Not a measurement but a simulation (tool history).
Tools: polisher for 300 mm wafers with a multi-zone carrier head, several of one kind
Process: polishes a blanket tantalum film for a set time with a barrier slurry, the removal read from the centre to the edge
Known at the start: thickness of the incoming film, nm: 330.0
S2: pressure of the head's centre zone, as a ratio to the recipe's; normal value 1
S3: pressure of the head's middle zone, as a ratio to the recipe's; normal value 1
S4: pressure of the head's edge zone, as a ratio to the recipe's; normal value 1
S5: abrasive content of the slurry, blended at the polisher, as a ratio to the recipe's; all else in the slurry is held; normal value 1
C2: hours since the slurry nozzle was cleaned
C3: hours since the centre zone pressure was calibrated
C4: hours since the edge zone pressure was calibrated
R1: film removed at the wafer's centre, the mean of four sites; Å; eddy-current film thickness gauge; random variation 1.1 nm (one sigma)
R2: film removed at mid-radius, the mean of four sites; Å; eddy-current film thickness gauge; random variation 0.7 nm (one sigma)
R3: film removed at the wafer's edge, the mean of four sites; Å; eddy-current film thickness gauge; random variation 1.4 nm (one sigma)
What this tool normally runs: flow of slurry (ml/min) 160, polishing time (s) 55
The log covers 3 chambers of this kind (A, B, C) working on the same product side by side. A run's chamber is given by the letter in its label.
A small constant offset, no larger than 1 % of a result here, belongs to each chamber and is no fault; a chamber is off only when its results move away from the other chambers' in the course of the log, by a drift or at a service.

At hour 4.3: chamber C: slurry nozzle cleaned.
Run 1A, hour 13.5: usual settings; wafers polished on this pad 769; C2 527.9; C3 102.8; C4 175.2. Result: R1 1123.1 Å, R2 1126 Å, R3 1118.5 Å.
Run 2B, hour 25.5: usual settings; wafers polished on this pad 870; C2 41.4; C3 312.3; C4 215.1. Result: R1 1129.4 Å, R2 1128.4 Å, R3 1152.4 Å.
Run 3C, hour 38.9: usual settings; wafers polished on this pad 561; C2 34.6; C3 274.1; C4 560.5. Result: R1 1118.5 Å, R2 1127.4 Å, R3 1140.6 Å.
At hour 45.3: chamber B: worn pad replaced by a new one.
Run 4C, hour 46.5: usual settings; wafers polished on this pad 659; C2 42.2; C3 281.7; C4 568.1. Result: R1 1125.6 Å, R2 1125 Å, R3 1131.3 Å.
Run 5A, hour 55.4: usual settings; wafers polished on this pad 1314; C2 569.8; C3 144.7; C4 217.1. Result: R1 1101.1 Å, R2 1109.5 Å, R3 1118.3 Å.
Run 6B, hour 69.5: usual settings; wafers polished on this pad 315; C2 85.4; C3 356.3; C4 259.1. Result: R1 1128.7 Å, R2 1126.9 Å, R3 1139.5 Å.
At hour 81.3: chamber A: worn pad replaced by a new one.
Run 7C, hour 83.3: usual settings; wafers polished on this pad 1138; C2 79; C3 318.5; C4 604.9. Result: R1 1113 Å, R2 1119.2 Å, R3 1114.6 Å.
At hour 85.5: chamber C: worn pad replaced by a new one.
Run 8B, hour 92.3: usual settings; wafers polished on this pad 612; C2 108.2; C3 379.1; C4 281.9. Result: R1 1128.7 Å, R2 1124.5 Å, R3 1122.5 Å.
Run 9A, hour 103.6: usual settings; wafers polished on this pad 290; C2 618; C3 192.9; C4 265.3. Result: R1 1099.4 Å, R2 1132.5 Å, R3 1115.3 Å.
Run 10C, hour 112.3: usual settings; wafers polished on this pad 348; C2 108; C3 347.5; C4 633.9. Result: R1 1134 Å, R2 1133 Å, R3 1111.7 Å.
Run 11A, hour 120.6: usual settings; wafers polished on this pad 511; C2 635; C3 209.9; C4 282.3. Result: R1 1112.2 Å, R2 1124.1 Å, R3 1121 Å.
Run 12B, hour 128.3: usual settings; wafers polished on this pad 1080; C2 144.2; C3 415.1; C4 317.9. Result: R1 1134 Å, R2 1126.5 Å, R3 1116.8 Å.
At hour 133.9: chamber B: centre zone pressure recalibrated.
Run 13C, hour 139.7: usual settings but flow of slurry (ml/min) 110; wafers polished on this pad 704; C2 135.4; C3 374.9; C4 661.3. Result: R1 1007.4 Å, R2 1038 Å, R3 1052.6 Å.
Run 14B, hour 147.5: usual settings but flow of slurry (ml/min) 110; wafers polished on this pad 1329; C2 163.4; C3 13.7; C4 337.1. Result: R1 1019.6 Å, R2 1036.8 Å, R3 1075.2 Å.
At hour 151.3: chamber B: worn pad replaced by a new one.
At hour 157.8: chamber C: worn pad replaced by a new one.
Run 15A, hour 163: usual settings but flow of slurry (ml/min) 110; wafers polished on this pad 1062; C2 677.4; C3 252.3; C4 324.7. Result: R1 1013.4 Å, R2 1034.9 Å, R3 1070.4 Å.
Run 16A, hour 172.9: usual settings; wafers polished on this pad 1191; C2 687.3; C3 262.2; C4 334.6. Result: R1 1123.3 Å, R2 1122.3 Å, R3 1085.6 Å.
Run 17B, hour 179.8: usual settings; wafers polished on this pad 371; C2 195.7; C3 46; C4 369.4. Result: R1 1140 Å, R2 1114.8 Å, R3 1113.5 Å.
Run 18C, hour 187.8: usual settings; wafers polished on this pad 390; C2 183.5; C3 423; C4 709.4. Result: R1 1144.7 Å, R2 1117.8 Å, R3 1095 Å.
At hour 187.9: chamber A: worn pad replaced by a new one.
Run 19C, hour 197: usual settings; wafers polished on this pad 510; C2 192.7; C3 432.2; C4 718.6. Result: R1 1132.2 Å, R2 1108.1 Å, R3 1129.7 Å.
Run 20B, hour 209.9: usual settings; wafers polished on this pad 762; C2 225.8; C3 76.1; C4 399.5. Result: R1 1117.2 Å, R2 1127 Å, R3 1114.7 Å.
Run 21A, hour 216.9: usual settings; wafers polished on this pad 377; C2 731.3; C3 306.2; C4 378.6. Result: R1 1100.1 Å, R2 1134.5 Å, R3 1120.8 Å.
Run 22C, hour 227.9: usual settings; wafers polished on this pad 911; C2 223.6; C3 463.1; C4 749.5. Result: R1 1138.6 Å, R2 1123.1 Å, R3 1121.7 Å.
At hour 239.8: chamber C: worn pad replaced by a new one.
Run 23A, hour 241.1: usual settings; wafers polished on this pad 692; C2 755.5; C3 330.4; C4 402.8. Result: R1 1126.8 Å, R2 1135.6 Å, R3 1123.8 Å.
Run 24B, hour 251.1: usual settings; wafers polished on this pad 1298; C2 267; C3 117.3; C4 440.7. Result: R1 1136.9 Å, R2 1114.4 Å, R3 1110.4 Å.
At hour 253.8: chamber B: slurry nozzle cleaned.
At hour 254.8: chamber B: worn pad replaced by a new one.
Run 25A, hour 263.7: usual settings; wafers polished on this pad 986; C2 778.1; C3 353; C4 425.4. Result: R1 1107.6 Å, R2 1127.5 Å, R3 1116.1 Å.
Run 26C, hour 276.2: usual settings but S4 0.92; wafers polished on this pad 473; C2 271.9; C3 511.4; C4 797.8. Result: R1 1134 Å, R2 1116.6 Å, R3 1074.7 Å.
Run 27B, hour 287.9: usual settings but S4 0.92; wafers polished on this pad 431; C2 34.2; C3 154.1; C4 477.5. Result: R1 1110.9 Å, R2 1121.9 Å, R3 1095.2 Å.
Run 28B, hour 296.1: usual settings but S4 0.92; wafers polished on this pad 537; C2 42.4; C3 162.3; C4 485.7. Result: R1 1110.8 Å, R2 1124.2 Å, R3 1082.1 Å.
At hour 299.2: chamber A: worn pad replaced by a new one.
Run 29A, hour 306.3: usual settings but polishing time (s) 67; wafers polished on this pad 93; C2 820.7; C3 395.6; C4 468. Result: R1 1337.4 Å, R2 1375.7 Å, R3 1356.5 Å.
At hour 316.2: chamber C: worn pad replaced by a new one.
Run 30C, hour 316.5: usual settings but polishing time (s) 67; wafers polished on this pad 3; C2 312.2; C3 551.7; C4 838.1. Result: R1 1378.4 Å, R2 1389.5 Å, R3 1363.9 Å.
Run 31A, hour 327.1: usual settings but polishing time (s) 67; wafers polished on this pad 363; C2 841.5; C3 416.4; C4 488.8. Result: R1 1350.2 Å, R2 1377 Å, R3 1362.1 Å.
At hour 331.8: chamber C: edge zone pressure recalibrated.
Run 32B, hour 335.2: usual settings; wafers polished on this pad 1046; C2 81.5; C3 201.4; C4 524.8. Result: R1 1119.3 Å, R2 1132.4 Å, R3 1115 Å.
Run 33C, hour 345.8: usual settings; wafers polished on this pad 384; C2 341.5; C3 581; C4 14. Result: R1 1108.9 Å, R2 1136.7 Å, R3 1145.7 Å.
Run 34C, hour 353.1: usual settings but S3 1.1; wafers polished on this pad 479; C2 348.8; C3 588.3; C4 21.3. Result: R1 1119.3 Å, R2 1221.8 Å, R3 1107.7 Å.
At hour 360.2: chamber A: centre zone pressure recalibrated.
At hour 362.3: chamber B: worn pad replaced by a new one.
Run 35A, hour 367.3: usual settings but S3 1.1; wafers polished on this pad 886; C2 881.7; C3 7.2; C4 529. Result: R1 1116.1 Å, R2 1222.2 Å, R3 1123.9 Å.
Run 36B, hour 381.7: usual settings but S3 1.1; wafers polished on this pad 253; C2 128; C3 247.9; C4 571.3. Result: R1 1124.6 Å, R2 1232.5 Å, R3 1113 Å.
At hour 387.5: chamber A: slurry nozzle cleaned.
Run 37C, hour 391.3: usual settings; wafers polished on this pad 976; C2 387; C3 626.5; C4 59.5. Result: R1 1115 Å, R2 1130 Å, R3 1087.1 Å.
Run 38B, hour 404.3: usual settings; wafers polished on this pad 547; C2 150.6; C3 270.5; C4 593.9. Result: R1 1106.2 Å, R2 1123.5 Å, R3 1149 Å.
Run 39A, hour 417.6: usual settings; wafers polished on this pad 1540; C2 30.1; C3 57.5; C4 579.3. Result: R1 1093.9 Å, R2 1124.4 Å, R3 1092.6 Å.

All 3 chambers run these settings next. Forecast each chamber's results:
Run 40A, hour 428.8: usual settings. Result: R1 ?, R2 ?, R3 ?.
Run 40B, hour 428.8: usual settings. Result: R1 ?, R2 ?, R3 ?.
Run 40C, hour 428.8: usual settings. Result: R1 ?, R2 ?, R3 ?.

run      R1      R2      R3
40A  1120.6  1125.3  1108.8
40B  1137.4  1127.8    1107
40C    1131  1114.6  1112.5

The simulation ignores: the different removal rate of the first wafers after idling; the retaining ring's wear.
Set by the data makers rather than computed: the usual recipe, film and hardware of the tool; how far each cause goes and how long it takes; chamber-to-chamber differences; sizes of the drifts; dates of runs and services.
